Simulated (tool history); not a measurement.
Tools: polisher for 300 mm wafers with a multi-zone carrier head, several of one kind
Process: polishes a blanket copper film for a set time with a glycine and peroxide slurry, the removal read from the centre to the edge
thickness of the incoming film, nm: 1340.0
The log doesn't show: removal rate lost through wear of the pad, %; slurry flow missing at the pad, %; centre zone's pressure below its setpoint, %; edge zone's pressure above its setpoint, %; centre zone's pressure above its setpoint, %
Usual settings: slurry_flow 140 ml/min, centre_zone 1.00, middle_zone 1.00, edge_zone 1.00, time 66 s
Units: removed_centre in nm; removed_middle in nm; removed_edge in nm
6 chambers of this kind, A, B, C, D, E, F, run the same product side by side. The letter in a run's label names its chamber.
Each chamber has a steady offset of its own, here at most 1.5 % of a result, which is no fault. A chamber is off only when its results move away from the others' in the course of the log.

run,hour,slurry_flow,centre_zone,middle_zone,edge_zone,time,wafers polished on this pad,hours since the slurry nozzle was cleaned,hours since the centre zone pressure was calibrated,hours since the edge zone pressure was calibrated,removed_centre,removed_middle,removed_edge
1E,10.9,140,1.00,1.00,1.00,66,981,335.9,169.0,515.5,389.56,388.78,389.95
# hour 15.7: chamber C: worn pad replaced by a new one
# hour 16.6: chamber D: worn pad replaced by a new one
2A,18.5,140,1.00,1.00,1.00,66,939,632.5,65.7,374.5,394.32,393.30,395.89
3B,27.9,140,1.00,1.00,1.00,66,632,577.9,135.6,1063.2,396.02,389.11,387.38
4F,33.8,140,1.00,1.00,1.00,66,779,130.8,1156.4,225.8,391.95,385.81,403.28
# hour 41.8: chamber A: edge zone pressure recalibrated
# hour 45.1: chamber A: slurry nozzle cleaned
5C,45.5,140,1.00,1.00,1.00,66,361,150.4,492.1,66.6,393.31,392.42,390.75
# hour 46.9: chamber B: worn pad replaced by a new one
# hour 50.7: chamber A: worn pad replaced by a new one
6D,52.8,140,1.00,1.00,1.00,66,438,132.4,176.4,564.4,396.40,390.67,383.89
7F,58.1,140,1.00,1.00,1.00,66,1073,155.1,1180.7,250.1,393.42,392.15,388.66
# hour 58.6: chamber B: slurry nozzle cleaned
# hour 59.7: chamber E: worn pad replaced by a new one
# hour 66.2: chamber F: worn pad replaced by a new one
8D,68.2,140,0.91,1.05,1.00,66,624,147.8,191.8,579.8,353.17,421.40,397.58
# hour 70.5: chamber D: edge zone pressure recalibrated
# hour 77.4: chamber D: worn pad replaced by a new one
9B,78.3,140,0.91,1.05,1.00,66,380,19.7,186.0,1113.6,364.30,407.92,391.88
# hour 79.8: chamber C: worn pad replaced by a new one
10C,87.4,140,0.91,1.05,1.00,66,92,192.3,534.0,108.5,353.21,414.60,397.04
11A,93.1,140,0.91,1.05,1.00,66,512,48.1,140.3,51.4,351.77,407.48,390.72
12E,104.3,140,0.91,1.05,1.00,66,539,429.3,262.4,608.9,362.67,422.77,395.06
13B,110.9,140,0.91,1.05,1.00,66,774,52.3,218.6,1146.2,357.11,416.99,388.14
# hour 111.4: chamber B: worn pad replaced by a new one
14E,118.3,140,1.00,1.00,1.00,66,708,443.3,276.4,622.9,387.02,391.38,398.25
# hour 120.1: chamber F: slurry nozzle cleaned
15C,127.3,140,1.00,1.00,1.00,66,575,232.2,573.9,148.4,386.97,391.13,383.01
16D,135.0,140,1.00,1.00,1.00,66,696,214.6,258.6,64.5,392.89,376.98,395.65
# hour 140.8: chamber C: worn pad replaced by a new one
# hour 143.1: chamber A: worn pad replaced by a new one
17F,147.2,140,1.00,1.09,1.00,45,979,27.2,1269.8,339.2,262.08,285.26,264.01
# hour 158.3: chamber D: worn pad replaced by a new one
18A,159.4,140,1.00,1.09,1.00,45,197,114.4,206.6,117.7,260.42,288.04,264.54
19B,169.2,140,1.00,1.09,1.00,45,698,110.6,276.9,1204.5,270.57,282.99,269.52
# hour 172.8: chamber F: worn pad replaced by a new one
# hour 173.2: chamber B: worn pad replaced by a new one
# hour 176.0: chamber E: worn pad replaced by a new one
20E,180.8,140,1.00,1.09,1.00,45,58,505.8,338.9,685.4,270.36,291.56,268.92
21A,187.3,140,1.00,1.09,1.00,45,534,142.3,234.5,145.6,263.02,289.66,261.24
# hour 188.3: chamber E: slurry nozzle cleaned
22D,198.9,140,1.00,1.09,1.00,45,490,278.5,322.5,128.4,268.59,283.98,267.75
23C,206.1,140,1.00,1.06,1.00,73,789,311.0,652.7,227.2,414.50,455.97,438.69
# hour 208.1: chamber C: worn pad replaced by a new one
24F,215.9,140,1.00,1.06,1.00,73,521,95.9,1338.5,407.9,433.56,461.09,430.87
# hour 221.3: chamber D: worn pad replaced by a new one
25F,228.4,140,1.00,1.06,1.00,73,672,108.4,1351.0,420.4,434.86,456.93,429.60
# hour 236.0: chamber B: worn pad replaced by a new one
26A,239.6,140,1.00,1.06,1.00,73,1166,194.6,286.8,197.9,424.74,450.34,434.64
27D,247.2,140,1.00,1.06,1.00,73,314,326.8,370.8,176.7,436.67,448.66,429.93
# hour 251.3: chamber A: worn pad replaced by a new one
28C,253.2,140,1.00,1.06,1.00,73,545,358.1,699.8,274.3,413.72,453.79,439.16
29E,264.4,140,1.00,1.00,0.96,66,1069,76.1,422.5,769.0,395.73,389.40,377.77
30B,273.9,140,1.00,1.00,0.96,66,458,215.3,381.6,1309.2,398.38,384.02,380.53
# hour 275.4: chamber F: worn pad replaced by a new one
# hour 281.4: chamber C: worn pad replaced by a new one
31F,284.9,140,1.00,1.00,0.96,66,115,164.9,1407.5,476.9,389.70,392.04,383.59
# hour 295.0: chamber B: edge zone pressure recalibrated
32E,297.1,140,1.00,1.00,0.96,66,1464,108.8,455.2,801.7,396.18,393.66,389.59
# hour 302.7: chamber D: worn pad replaced by a new one
33A,304.6,140,1.00,1.00,0.96,66,644,259.6,351.8,262.9,388.34,392.04,386.10
# hour 309.1: chamber B: worn pad replaced by a new one
34D,311.8,140,1.00,1.00,0.96,66,110,391.4,435.4,241.3,389.74,389.24,372.70
35B,322.1,140,1.00,1.00,1.00,66,157,263.5,429.8,27.2,399.71,393.85,388.22
36C,328.2,140,1.00,1.00,1.00,66,565,433.1,774.8,349.3,364.09,383.91,397.44

What goes on in this fleet: one chamber off, a drifting gauge, or nothing beyond the chambers' own small offsets? Name the chamber and the cause, if any.

Chamber C drifts away from the others.
Cause: centre zone's pressure below its setpoint, % = 6.47.

Here are 4 candidates for chamber C's next run, each the usual settings with a change, their results left as question marks. Which one brings its results back in line with what the others give on the usual settings?
In line means no further than this from the other chambers' mean on the usual settings: removed_centre 12.00 nm; removed_middle 18.00 nm; removed_edge 17.00 nm
37C-1,337.1,140,1.01,1.00,1.00,66,,,,,?,?,?
37C-2,337.1,140,0.99,1.00,1.00,66,,,,,?,?,?
37C-3,337.1,145,1.06,0.99,0.98,66,,,,,?,?,?
37C-4,337.1,135,0.94,1.01,1.02,66,,,,,?,?,?

The other chambers' mean on the usual settings: removed_centre 391.84 nm; removed_middle 391.02 nm; removed_edge 391.67 nm
run,removed_centre,removed_middle,removed_edge
37C-1,369.47,392.39,393.93
37C-2,361.53,392.43,393.93
37C-3,392.37,391.44,391.81
37C-4,338.83,393.16,395.88
37C-3 brings the chamber back in line.
